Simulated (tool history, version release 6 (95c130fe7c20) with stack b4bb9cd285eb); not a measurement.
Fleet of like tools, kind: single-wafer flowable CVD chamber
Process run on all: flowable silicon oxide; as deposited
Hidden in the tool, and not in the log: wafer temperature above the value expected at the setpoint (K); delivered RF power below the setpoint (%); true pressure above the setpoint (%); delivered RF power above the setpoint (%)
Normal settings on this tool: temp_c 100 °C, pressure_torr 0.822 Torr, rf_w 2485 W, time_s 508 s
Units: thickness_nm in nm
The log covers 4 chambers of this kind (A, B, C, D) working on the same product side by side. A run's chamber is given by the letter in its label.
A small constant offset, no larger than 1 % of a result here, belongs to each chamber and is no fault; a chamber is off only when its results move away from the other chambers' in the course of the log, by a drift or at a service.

run,day,temp_c,pressure_torr,rf_w,time_s,hours since the last thermocouple change,hours since the last RF generator calibration,hours since the last manometer calibration,"read-back reference wafer on the same gauge, thickness_nm",thickness_nm
1B,0.612,100,0.822,2485,508,312.1,2046.3,345.9,309.04,330.19
2D,1.033,100,0.822,2485,508,523.5,782.8,2182.1,309,327.87
3A,1.479,100,0.822,2485,508,570.2,103,890.9,308.87,330.14
4C,2.017,100,0.822,2485,508,1971.4,306.6,896.7,309.09,332.6
5B,2.7,100,0.822,2485,508,362.2,2096.4,396,309.12,333.46
# day 3.071: chamber C: capacitance manometer re-zeroed and calibrated
6D,3.2,100,0.822,2485,508,575.5,834.8,2234.1,309.16,327.6
7A,3.858,100,0.822,2485,508,627.3,160.1,948,309.05,330.92
8C,4.258,100,0.822,2485,508,2025.2,360.4,28.5,308.97,330.46
9A,4.588,100,0.822,2485,508,644.8,177.6,965.5,308.91,329.33
10D,5.212,100,1.017,2485,607,623.8,883.1,2282.4,308.85,514.88
11C,5.65,100,1.017,2485,607,2058.6,393.8,61.9,309.07,513.36
12B,6.183,100,1.017,2485,607,445.8,2180,479.6,309.15,518.25
# day 6.429: chamber B: RF generator calibrated
13B,6.671,100,1.017,2485,607,457.5,5.8,491.3,308.92,520.78
14C,7.292,100,0.822,2485,508,2098,433.2,101.3,309.03,331.72
15D,7.612,100,0.822,2485,508,681.4,940.7,2340,309.07,328.75
16A,7.908,100,0.822,2485,508,724.5,257.3,1045.2,308.96,331.94
17D,8.329,100,0.822,2485,508,698.6,957.9,2357.2,308.91,330.17
18A,8.679,100,0.822,2485,508,743,275.8,1063.7,309.01,331.37
19C,9.212,100,0.822,2485,508,2144.1,479.3,147.4,309.38,330.56
20B,9.55,100,0.822,2485,508,526.6,74.9,560.4,309.4,338.58
21D,9.867,100,0.822,2485,508,735.5,994.8,2394.1,308.9,327.69
22C,10.192,100,0.822,2485,508,2167.6,502.8,170.9,309.15,333.08
23B,10.562,100,0.822,2485,508,550.9,99.2,584.7,309.04,338.99
24A,11.221,100,0.899,2485,508,804,336.8,1124.7,309.08,370.36
25D,11.862,100,0.899,2485,508,783.4,1042.7,2442,308.95,369.13
26A,12.233,100,0.899,2485,508,828.3,361.1,1149,308.82,371.07
27C,12.767,100,0.899,2485,508,2229.4,564.6,232.7,309.07,372.98
28B,13.329,100,0.822,2485,508,617.3,165.6,651.1,309.09,342.02
29D,13.867,100,0.822,2485,508,831.5,1090.8,2490.1,308.97,329.51
30B,14.188,100,0.822,2485,508,637.9,186.2,671.7,309.08,342.64
31A,14.488,111,0.822,2485,508,882.4,415.2,1203.1,308.82,231.05

Predict what each chamber gives when all 4 of them run the settings below next.
32A,14.988,100,0.822,2485,508,,,,,?
32B,14.988,100,0.822,2485,508,,,,,?
32C,14.988,100,0.822,2485,508,,,,,?
32D,14.988,100,0.822,2485,508,,,,,?

run,thickness_nm
32A,332.15
32B,343.19
32C,332.64
32D,329.87
